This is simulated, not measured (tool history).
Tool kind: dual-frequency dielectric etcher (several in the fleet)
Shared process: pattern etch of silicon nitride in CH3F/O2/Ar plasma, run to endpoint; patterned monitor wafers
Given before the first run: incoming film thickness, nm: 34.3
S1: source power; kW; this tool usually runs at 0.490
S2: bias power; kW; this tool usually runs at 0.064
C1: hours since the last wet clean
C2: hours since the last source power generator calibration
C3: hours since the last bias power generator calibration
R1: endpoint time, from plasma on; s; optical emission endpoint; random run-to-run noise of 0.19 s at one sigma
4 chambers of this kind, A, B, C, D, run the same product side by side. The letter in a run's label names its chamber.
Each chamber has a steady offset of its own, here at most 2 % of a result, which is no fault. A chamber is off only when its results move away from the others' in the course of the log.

run,day,S1,S2,C1,C2,C3,R1
1A,0.404,0.490,0.064,163.8,1204.1,1288.9,47.631
2D,0.654,0.490,0.064,163.9,375.9,3176.9,48.480
3B,0.867,0.490,0.064,252.8,992.2,298.1,48.228
4C,1.075,0.490,0.064,234.2,2654.6,877.5,48.165
5D,1.475,0.490,0.064,183.6,395.6,3196.6,48.837
6C,1.854,0.490,0.064,252.9,2673.3,896.2,48.226
7B,2.088,0.490,0.064,282.1,1021.5,327.4,48.114
8A,2.325,0.490,0.064,209.9,1250.2,1335.0,47.294
9B,2.754,0.490,0.064,298.1,1037.5,343.4,48.115
10A,3.188,0.560,0.057,230.6,1270.9,1355.7,47.264
11C,3.592,0.560,0.057,294.6,2715.0,937.9,48.036
12D,3.871,0.560,0.057,241.1,453.1,3254.1,47.981
13C,4.158,0.560,0.057,308.2,2728.6,951.5,47.560
14D,4.400,0.490,0.064,253.8,465.8,3266.8,48.618
15A,4.767,0.490,0.064,268.5,1308.8,1393.6,47.391
16B,4.992,0.490,0.064,351.8,1091.2,397.1,48.061
17A,5.333,0.490,0.064,282.1,1322.4,1407.2,47.643
18C,5.579,0.560,0.064,342.3,2762.7,985.6,46.281
19B,5.929,0.560,0.064,374.3,1113.7,419.6,45.750
20D,6.275,0.560,0.064,298.8,510.8,3311.8,45.983
21B,6.550,0.560,0.064,389.2,1128.6,434.5,45.551
22C,6.833,0.490,0.064,372.4,2792.8,1015.7,48.792
23A,7.138,0.490,0.064,325.4,1365.7,1450.5,47.732
24D,7.483,0.490,0.064,327.8,539.8,3340.8,48.663
25B,7.871,0.490,0.064,420.9,1160.3,466.2,48.427
26A,8.188,0.490,0.064,350.6,1390.9,1475.7,47.703
27C,8.546,0.490,0.064,413.5,2833.9,1056.8,48.816
28D,8.975,0.490,0.064,363.6,575.6,3376.6,48.732
29D,9.421,0.490,0.064,374.3,586.3,3387.3,48.578
30B,9.717,0.490,0.064,465.2,1204.6,510.5,48.156
# day 10.058: chamber B: wet clean of the chamber
31C,10.096,0.540,0.070,450.7,2871.1,1094.0,45.859
32A,10.425,0.540,0.070,404.3,1444.6,1529.4,44.181
33B,10.621,0.540,0.070,13.6,1226.3,532.2,44.980
34A,10.871,0.540,0.070,415.0,1455.3,1540.1,44.747
35C,11.171,0.600,0.051,476.5,2896.9,1119.8,48.768
36D,11.588,0.600,0.051,426.3,638.3,3439.3,48.084
37B,12.029,0.600,0.051,47.4,1260.1,566.0,48.317
38D,12.279,0.600,0.051,442.9,654.9,3455.9,48.169
39A,12.492,0.490,0.064,453.9,1494.2,1579.0,47.488
# day 12.583: chamber D: wet clean of the chamber
40C,12.942,0.490,0.064,519.0,2939.4,1162.3,49.240
41D,13.296,0.560,0.075,17.2,679.3,3480.3,43.606
42A,13.688,0.560,0.075,482.6,1522.9,1607.7,42.894
43C,14.017,0.560,0.075,544.8,2965.2,1188.1,44.670

Next, every chamber runs the same settings. What will each give?
44A,14.342,0.490,0.064,,,,?
44B,14.342,0.490,0.064,,,,?
44C,14.342,0.490,0.064,,,,?
44D,14.342,0.490,0.064,,,,?

run,R1
44A,47.465
44B,48.080
44C,49.514
44D,48.589

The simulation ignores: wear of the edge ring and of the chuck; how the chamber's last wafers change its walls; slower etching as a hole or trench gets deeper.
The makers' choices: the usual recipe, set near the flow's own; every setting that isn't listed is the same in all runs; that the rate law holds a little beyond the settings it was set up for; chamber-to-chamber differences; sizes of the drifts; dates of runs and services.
